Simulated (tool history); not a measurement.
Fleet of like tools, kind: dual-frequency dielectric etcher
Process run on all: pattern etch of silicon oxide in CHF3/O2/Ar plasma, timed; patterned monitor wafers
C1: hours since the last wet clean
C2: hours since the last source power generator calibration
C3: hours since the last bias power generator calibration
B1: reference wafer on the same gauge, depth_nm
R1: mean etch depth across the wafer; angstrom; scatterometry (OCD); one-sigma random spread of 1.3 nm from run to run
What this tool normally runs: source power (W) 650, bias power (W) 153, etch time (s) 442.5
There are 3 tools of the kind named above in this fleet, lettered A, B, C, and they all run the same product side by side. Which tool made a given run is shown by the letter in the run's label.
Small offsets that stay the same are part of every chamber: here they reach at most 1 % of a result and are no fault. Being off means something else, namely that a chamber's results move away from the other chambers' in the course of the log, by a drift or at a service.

{"run": "1A", "hour": 4.4, "source power (W)": 650, "bias power (W)": 153, "etch time (s)": 442.5, "C1": 143.7, "C2": 116.2, "C3": 2364.8, "B1": 971.58, "R1": 8515.2}
{"run": "2B", "hour": 12.8, "source power (W)": 650, "bias power (W)": 153, "etch time (s)": 442.5, "C1": 449.1, "C2": 1947.0, "C3": 2515.3, "B1": 971.78, "R1": 8556.2}
{"run": "3C", "hour": 20.3, "source power (W)": 650, "bias power (W)": 153, "etch time (s)": 442.5, "C1": 212.8, "C2": 1977.3, "C3": 1562.6, "B1": 971.43, "R1": 8621.2}
{"run": "4C", "hour": 29.3, "source power (W)": 650, "bias power (W)": 153, "etch time (s)": 442.5, "C1": 221.8, "C2": 1986.3, "C3": 1571.6, "B1": 970.73, "R1": 8611.4}
{"run": "5A", "hour": 35.4, "source power (W)": 650, "bias power (W)": 153, "etch time (s)": 442.5, "C1": 174.7, "C2": 147.2, "C3": 2395.8, "B1": 970.9, "R1": 8511.8}
{"run": "6B", "hour": 40.6, "source power (W)": 650, "bias power (W)": 153, "etch time (s)": 442.5, "C1": 476.9, "C2": 1974.8, "C3": 2543.1, "B1": 970.39, "R1": 8531.0}
{"run": "7A", "hour": 46.3, "source power (W)": 650, "bias power (W)": 153, "etch time (s)": 442.5, "C1": 185.6, "C2": 158.1, "C3": 2406.7, "B1": 970.4, "R1": 8514.9}
{"run": "8B", "hour": 52.8, "source power (W)": 650, "bias power (W)": 153, "etch time (s)": 442.5, "C1": 489.1, "C2": 1987.0, "C3": 2555.3, "B1": 969.95, "R1": 8521.3}
{"run": "9C", "hour": 61.4, "source power (W)": 650, "bias power (W)": 153, "etch time (s)": 442.5, "C1": 253.9, "C2": 2018.4, "C3": 1603.7, "B1": 969.73, "R1": 8621.9}
{"run": "10B", "hour": 66.5, "source power (W)": 650, "bias power (W)": 142, "etch time (s)": 403.0, "C1": 502.8, "C2": 2000.7, "C3": 2569.0, "B1": 969.8, "R1": 7589.5}
{"run": "11C", "hour": 70.9, "source power (W)": 650, "bias power (W)": 142, "etch time (s)": 403.0, "C1": 263.4, "C2": 2027.9, "C3": 1613.2, "B1": 969.64, "R1": 7665.3}
{"run": "12A", "hour": 78.7, "source power (W)": 650, "bias power (W)": 142, "etch time (s)": 403.0, "C1": 218.0, "C2": 190.5, "C3": 2439.1, "B1": 969.2, "R1": 7568.3}
{"run": "13A", "hour": 83.9, "source power (W)": 650, "bias power (W)": 153, "etch time (s)": 442.5, "C1": 223.2, "C2": 195.7, "C3": 2444.3, "B1": 969.05, "R1": 8504.5}
{"run": "14C", "hour": 89.1, "source power (W)": 760, "bias power (W)": 135, "etch time (s)": 442.5, "C1": 281.6, "C2": 2046.1, "C3": 1631.4, "B1": 968.74, "R1": 8814.3}
{"hour": 89.4, "done": "chamber B: bias power generator calibrated"}
{"run": "15B", "hour": 95.2, "source power (W)": 760, "bias power (W)": 135, "etch time (s)": 442.5, "C1": 531.5, "C2": 2029.4, "C3": 5.8, "B1": 968.39, "R1": 8697.7}
{"hour": 96.2, "done": "chamber B: wet clean of the chamber"}
{"run": "16C", "hour": 103.6, "source power (W)": 760, "bias power (W)": 135, "etch time (s)": 442.5, "C1": 296.1, "C2": 2060.6, "C3": 1645.9, "B1": 968.72, "R1": 8798.0}
{"run": "17B", "hour": 108.5, "source power (W)": 650, "bias power (W)": 153, "etch time (s)": 442.5, "C1": 12.3, "C2": 2042.7, "C3": 19.1, "B1": 968.27, "R1": 8484.4}
{"run": "18A", "hour": 114.8, "source power (W)": 650, "bias power (W)": 153, "etch time (s)": 442.5, "C1": 254.1, "C2": 226.6, "C3": 2475.2, "B1": 967.8, "R1": 8502.1}
{"run": "19B", "hour": 122.9, "source power (W)": 650, "bias power (W)": 124, "etch time (s)": 442.5, "C1": 26.7, "C2": 2057.1, "C3": 33.5, "B1": 967.5, "R1": 7946.0}
{"hour": 129.3, "done": "chamber C: wet clean of the chamber"}
{"run": "20A", "hour": 131.1, "source power (W)": 650, "bias power (W)": 124, "etch time (s)": 442.5, "C1": 270.4, "C2": 242.9, "C3": 2491.5, "B1": 967.38, "R1": 7949.2}
{"run": "21C", "hour": 137.8, "source power (W)": 650, "bias power (W)": 124, "etch time (s)": 442.5, "C1": 8.6, "C2": 2094.8, "C3": 1680.1, "B1": 967.2, "R1": 8050.7}
{"run": "22B", "hour": 144.3, "source power (W)": 650, "bias power (W)": 153, "etch time (s)": 442.5, "C1": 48.1, "C2": 2078.5, "C3": 54.9, "B1": 966.99, "R1": 8490.3}
{"run": "23A", "hour": 150.7, "source power (W)": 650, "bias power (W)": 153, "etch time (s)": 442.5, "C1": 290.0, "C2": 262.5, "C3": 2511.1, "B1": 967.0, "R1": 8476.1}
{"run": "24C", "hour": 157.2, "source power (W)": 650, "bias power (W)": 153, "etch time (s)": 442.5, "C1": 28.0, "C2": 2114.2, "C3": 1699.5, "B1": 966.27, "R1": 8588.7}
{"run": "25B", "hour": 164.5, "source power (W)": 650, "bias power (W)": 153, "etch time (s)": 442.5, "C1": 68.3, "C2": 2098.7, "C3": 75.1, "B1": 966.1, "R1": 8493.1}

All chambers now run identical settings, listed one chamber a line with results as question marks. What results will each chamber show?
{"run": "26A", "hour": 171.1, "source power (W)": 650, "bias power (W)": 153, "etch time (s)": 442.5, "R1": "?"}
{"run": "26B", "hour": 171.1, "source power (W)": 650, "bias power (W)": 153, "etch time (s)": 442.5, "R1": "?"}
{"run": "26C", "hour": 171.1, "source power (W)": 650, "bias power (W)": 153, "etch time (s)": 442.5, "R1": "?"}

run=26A R1=8493.6
run=26B R1=8502.5
run=26C R1=8604.5
